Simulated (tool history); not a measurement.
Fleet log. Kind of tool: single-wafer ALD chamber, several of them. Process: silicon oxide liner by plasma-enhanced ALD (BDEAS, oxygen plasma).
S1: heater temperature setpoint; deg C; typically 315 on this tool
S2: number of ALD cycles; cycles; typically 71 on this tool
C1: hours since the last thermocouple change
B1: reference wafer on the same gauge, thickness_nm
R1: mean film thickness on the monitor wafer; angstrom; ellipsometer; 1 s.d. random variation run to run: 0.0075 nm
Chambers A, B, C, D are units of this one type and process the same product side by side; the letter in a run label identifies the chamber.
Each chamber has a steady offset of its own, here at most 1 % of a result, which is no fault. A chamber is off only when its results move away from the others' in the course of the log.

run	hour	S1	S2	C1	B1	R1
1C	3	315	71	1351.2	5.531	64.626
2B	6.9	315	71	510.3	5.5294	63.977
3D	11.3	315	71	1247.1	5.5288	64.616
4A	16	315	71	583.9	5.5277	65.127
5C	19.1	315	71	1367.3	5.5264	64.541
6B	23.7	315	71	527.1	5.5256	64.035
7A	28.7	315	71	596.6	5.5239	65.03
8D	32.2	315	71	1268	5.5236	64.609
9B	34.9	315	71	538.3	5.5226	64.064
10A	37.6	310	71	605.5	5.5219	65.505
11C	41.4	310	71	1389.6	5.522	65.018
12D	43.6	310	71	1279.4	5.52	65.076
13B	46.4	310	71	549.8	5.521	64.493
14D	49.4	315	71	1285.2	5.5195	64.526
15C	52	315	71	1400.2	5.5171	64.549
16A	54.5	315	71	622.4	5.5167	64.901
17B	57.8	315	71	561.2	5.5172	63.975
18A	60.2	315	71	628.1	5.5166	65.123
19D	63.1	315	71	1298.9	5.5174	64.486
20C	65.5	315	71	1413.7	5.5155	64.443
21D	68.9	315	71	1304.7	5.514	64.52
22A	72.9	315	71	640.8	5.5145	64.997
23C	76.6	315	71	1424.8	5.5124	64.491
24B	79.2	315	71	582.6	5.5097	63.935
25A	81.7	315	71	649.6	5.5112	64.882
26B	84	315	71	587.4	5.5111	63.993
27C	88.5	315	71	1436.7	5.5104	64.381
28D	93.2	315	71	1329	5.5092	64.461
29B	98.1	315	71	601.5	5.5097	64
30C	103	315	71	1451.2	5.5055	64.332
31D	107	315	71	1342.8	5.5057	64.406
32A	109.2	315	71	677.1	5.5056	64.67
33D	113.3	315	71	1349.1	5.5048	64.417

All 4 chambers run these settings next. Forecast each chamber's results:
34A	116.9	315	71			?
34B	116.9	315	71			?
34C	116.9	315	71			?
34D	116.9	315	71			?

run	R1
34A	64.82
34B	63.837
34C	64.279
34D	64.361

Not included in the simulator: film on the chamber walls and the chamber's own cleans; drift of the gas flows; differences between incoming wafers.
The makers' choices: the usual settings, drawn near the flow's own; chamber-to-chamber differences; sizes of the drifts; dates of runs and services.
